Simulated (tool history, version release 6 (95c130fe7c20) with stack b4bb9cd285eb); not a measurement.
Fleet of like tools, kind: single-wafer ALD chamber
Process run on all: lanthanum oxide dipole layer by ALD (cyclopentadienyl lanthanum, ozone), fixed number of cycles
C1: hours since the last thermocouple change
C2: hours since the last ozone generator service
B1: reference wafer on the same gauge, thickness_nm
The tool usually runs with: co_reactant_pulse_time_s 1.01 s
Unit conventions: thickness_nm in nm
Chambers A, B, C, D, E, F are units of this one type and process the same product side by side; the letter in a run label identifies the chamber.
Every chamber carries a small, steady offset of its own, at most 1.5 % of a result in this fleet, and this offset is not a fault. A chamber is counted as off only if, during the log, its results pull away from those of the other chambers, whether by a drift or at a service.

run 1A day=0.225 | co_reactant_pulse_time_s=1.01 | C1=139.2 C2=180.1 | B1=0.58119 | thickness_nm=0.50214
run 2E day=0.379 | co_reactant_pulse_time_s=1.01 | C1=287.9 C2=304.0 | B1=0.58091 | thickness_nm=0.50423
-- day=0.533 chamber D: ozone generator serviced
run 3F day=0.625 | co_reactant_pulse_time_s=1.01 | C1=57.8 C2=1353.2 | B1=0.58083 | thickness_nm=0.49655
run 4B day=0.862 | co_reactant_pulse_time_s=1.01 | C1=1216.6 C2=239.9 | B1=0.58063 | thickness_nm=0.50482
run 5D day=1.092 | co_reactant_pulse_time_s=1.01 | C1=228.0 C2=13.5 | B1=0.58048 | thickness_nm=0.50757
run 6C day=1.279 | co_reactant_pulse_time_s=1.01 | C1=550.0 C2=164.7 | B1=0.58046 | thickness_nm=0.49988
run 7F day=1.450 | co_reactant_pulse_time_s=1.27 | C1=77.6 C2=1373.0 | B1=0.58043 | thickness_nm=0.52731
run 8E day=1.583 | co_reactant_pulse_time_s=1.27 | C1=316.8 C2=332.9 | B1=0.58053 | thickness_nm=0.53500
run 9C day=1.771 | co_reactant_pulse_time_s=1.27 | C1=561.8 C2=176.5 | B1=0.58048 | thickness_nm=0.53192
run 10B day=1.979 | co_reactant_pulse_time_s=1.27 | C1=1243.4 C2=266.7 | B1=0.58031 | thickness_nm=0.53462
run 11D day=2.129 | co_reactant_pulse_time_s=1.27 | C1=252.9 C2=38.4 | B1=0.58014 | thickness_nm=0.53833
run 12A day=2.342 | co_reactant_pulse_time_s=1.27 | C1=190.0 C2=230.9 | B1=0.58018 | thickness_nm=0.53288
run 13B day=2.471 | co_reactant_pulse_time_s=1.01 | C1=1255.2 C2=278.5 | B1=0.58015 | thickness_nm=0.50279
run 14D day=2.608 | co_reactant_pulse_time_s=1.01 | C1=264.4 C2=49.9 | B1=0.58005 | thickness_nm=0.50620
run 15F day=2.850 | co_reactant_pulse_time_s=1.01 | C1=111.2 C2=1406.6 | B1=0.58008 | thickness_nm=0.49668
run 16E day=2.983 | co_reactant_pulse_time_s=1.01 | C1=350.4 C2=366.5 | B1=0.57975 | thickness_nm=0.50233
run 17A day=3.121 | co_reactant_pulse_time_s=1.01 | C1=208.7 C2=249.6 | B1=0.57987 | thickness_nm=0.50065
run 18C day=3.283 | co_reactant_pulse_time_s=0.84 | C1=598.1 C2=212.8 | B1=0.57983 | thickness_nm=0.46902
run 19D day=3.492 | co_reactant_pulse_time_s=0.84 | C1=285.6 C2=71.1 | B1=0.57977 | thickness_nm=0.47552
run 20C day=3.721 | co_reactant_pulse_time_s=0.84 | C1=608.6 C2=223.3 | B1=0.57961 | thickness_nm=0.46860
run 21F day=3.904 | co_reactant_pulse_time_s=0.84 | C1=136.5 C2=1431.9 | B1=0.57968 | thickness_nm=0.46438
run 22B day=4.058 | co_reactant_pulse_time_s=0.84 | C1=1293.3 C2=316.6 | B1=0.57934 | thickness_nm=0.47211
run 23A day=4.254 | co_reactant_pulse_time_s=0.84 | C1=235.9 C2=276.8 | B1=0.57939 | thickness_nm=0.46965
run 24E day=4.438 | co_reactant_pulse_time_s=1.01 | C1=385.3 C2=401.4 | B1=0.57965 | thickness_nm=0.50218
run 25B day=4.604 | co_reactant_pulse_time_s=1.01 | C1=1306.4 C2=329.7 | B1=0.57949 | thickness_nm=0.50204
run 26A day=4.717 | co_reactant_pulse_time_s=1.01 | C1=247.0 C2=287.9 | B1=0.57900 | thickness_nm=0.49908
run 27F day=4.883 | co_reactant_pulse_time_s=1.01 | C1=160.0 C2=1455.4 | B1=0.57927 | thickness_nm=0.49519
run 28D day=5.046 | co_reactant_pulse_time_s=1.01 | C1=322.9 C2=108.4 | B1=0.57899 | thickness_nm=0.50653
run 29E day=5.271 | co_reactant_pulse_time_s=1.01 | C1=405.3 C2=421.4 | B1=0.57900 | thickness_nm=0.50337
run 30C day=5.425 | co_reactant_pulse_time_s=0.73 | C1=649.5 C2=264.2 | B1=0.57908 | thickness_nm=0.44196
run 31B day=5.596 | co_reactant_pulse_time_s=0.73 | C1=1330.2 C2=353.5 | B1=0.57891 | thickness_nm=0.44604
run 32C day=5.846 | co_reactant_pulse_time_s=0.73 | C1=659.6 C2=274.3 | B1=0.57898 | thickness_nm=0.44184
run 33D day=5.983 | co_reactant_pulse_time_s=0.73 | C1=345.4 C2=130.9 | B1=0.57887 | thickness_nm=0.44654
run 34E day=6.162 | co_reactant_pulse_time_s=0.73 | C1=426.7 C2=442.8 | B1=0.57883 | thickness_nm=0.44357
run 35A day=6.362 | co_reactant_pulse_time_s=0.73 | C1=286.5 C2=327.4 | B1=0.57887 | thickness_nm=0.44252
run 36F day=6.621 | co_reactant_pulse_time_s=1.01 | C1=201.7 C2=1497.1 | B1=0.57851 | thickness_nm=0.49493
run 37A day=6.817 | co_reactant_pulse_time_s=1.01 | C1=297.4 C2=338.3 | B1=0.57858 | thickness_nm=0.49967
run 38C day=7.025 | co_reactant_pulse_time_s=1.01 | C1=687.9 C2=302.6 | B1=0.57840 | thickness_nm=0.49970
run 39E day=7.283 | co_reactant_pulse_time_s=1.01 | C1=453.6 C2=469.7 | B1=0.57847 | thickness_nm=0.50054

Each of the 6 chambers runs these same settings next. Fill in every chamber's results:
run 40A day=7.467 | co_reactant_pulse_time_s=1.22 | thickness_nm=?
run 40B day=7.467 | co_reactant_pulse_time_s=1.22 | thickness_nm=?
run 40C day=7.467 | co_reactant_pulse_time_s=1.22 | thickness_nm=?
run 40D day=7.467 | co_reactant_pulse_time_s=1.22 | thickness_nm=?
run 40E day=7.467 | co_reactant_pulse_time_s=1.22 | thickness_nm=?
run 40F day=7.467 | co_reactant_pulse_time_s=1.22 | thickness_nm=?

run=40A thickness_nm=0.52617
run=40B thickness_nm=0.52862
run=40C thickness_nm=0.52522
run=40D thickness_nm=0.53159
run=40E thickness_nm=0.52802
run=40F thickness_nm=0.52056

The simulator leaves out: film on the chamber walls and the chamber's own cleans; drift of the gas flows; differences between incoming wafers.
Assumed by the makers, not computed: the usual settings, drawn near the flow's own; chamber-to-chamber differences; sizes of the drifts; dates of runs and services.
